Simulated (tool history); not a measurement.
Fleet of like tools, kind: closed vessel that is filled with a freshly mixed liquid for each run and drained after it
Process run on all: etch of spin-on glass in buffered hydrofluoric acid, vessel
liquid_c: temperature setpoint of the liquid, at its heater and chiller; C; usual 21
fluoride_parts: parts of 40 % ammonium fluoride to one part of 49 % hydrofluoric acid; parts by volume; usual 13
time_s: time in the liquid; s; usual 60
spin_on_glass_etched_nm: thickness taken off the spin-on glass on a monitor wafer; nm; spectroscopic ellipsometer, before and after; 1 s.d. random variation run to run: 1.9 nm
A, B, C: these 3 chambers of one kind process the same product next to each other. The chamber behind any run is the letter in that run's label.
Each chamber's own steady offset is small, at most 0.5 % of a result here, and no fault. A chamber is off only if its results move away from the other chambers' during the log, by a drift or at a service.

run,hour,liquid_c,fluoride_parts,time_s,hours since the thermometer was replaced,hours since the hydrofluoric acid flow meter was replaced,"read-back film thickness of the spin-on glass reference wafer, read on the same gauge (nm)",spin_on_glass_etched_nm
1B,12.2,21,13,60,1392.7,1117.7,130.01,198.01
2C,23.3,21,13,60,1897,290.4,130,193.8
3A,31.3,21,13,60,1574.5,550.5,130.03,198.16
4C,42.5,21,13,60,1916.2,309.6,130,196.97
5B,53.6,21,13,60,1434.1,1159.1,129.96,196.67
6A,60.7,21,13,60,1603.9,579.9,130,195.86
7C,73.3,21,13,60,1947,340.4,129.98,198.33
8A,85.3,21,13,60,1628.5,604.5,129.99,194.07
9B,99.3,21,13,60,1479.8,1204.8,130,195.34
10B,111.8,21,13,60,1492.3,1217.3,129.98,193.04
11C,119.3,21,16,45,1993,386.4,130.02,120.05
12A,131.4,21,16,45,1674.6,650.6,130.04,113.24
13C,144.4,21,16,45,2018.1,411.5,130.02,120.88
14B,153.8,21,13,60,1534.3,1259.3,130,193.97
15A,161.4,21,13,60,1704.6,680.6,130.02,183.94
16A,173.9,21,13,60,1717.1,693.1,130.01,184.26
17C,187.7,21,17,45,2061.4,454.8,130,113.7
18B,197.8,21,17,45,1578.3,1303.3,130,112.45
19A,207.6,21,17,45,1750.8,726.8,129.98,104.34
20B,216.3,21,13,60,1596.8,1321.8,129.98,195.69
21C,225.1,21,13,60,2098.8,492.2,130,197.71

Has any chamber moved away from the others, gradually or after a service, or does the common gauge drift, or do the chambers differ only by their own small steady offsets? State the chamber and the most likely cause if one applies.

Chamber A drifts away from the others.
What lies behind it: hydrofluoric acid flow below the setpoint (%) = 11.5.
With only this log, it may be confused with: liquid colder than its thermometer reads (K).

Which of the 4 candidates below, each the usual settings with something changed and its results left as question marks, puts chamber A back in line with what the other chambers give on the usual settings?
In line means no further than this from the other chambers' mean on the usual settings: spin_on_glass_etched_nm 6.5 nm
22A-1,235.3,19,13,60,,,,?
22A-2,235.3,21,11.5,60,,,,?
22A-3,235.3,17.5,13,60,,,,?
22A-4,235.3,22.5,11.5,60,,,,?

Other chambers, usual settings, mean: spin_on_glass_etched_nm 195.89 nm
run,spin_on_glass_etched_nm
22A-1,156.57
22A-2,198.02
22A-3,143.63
22A-4,215.41
22A-2 is the one that brings the chamber's results back in line with the other chambers.

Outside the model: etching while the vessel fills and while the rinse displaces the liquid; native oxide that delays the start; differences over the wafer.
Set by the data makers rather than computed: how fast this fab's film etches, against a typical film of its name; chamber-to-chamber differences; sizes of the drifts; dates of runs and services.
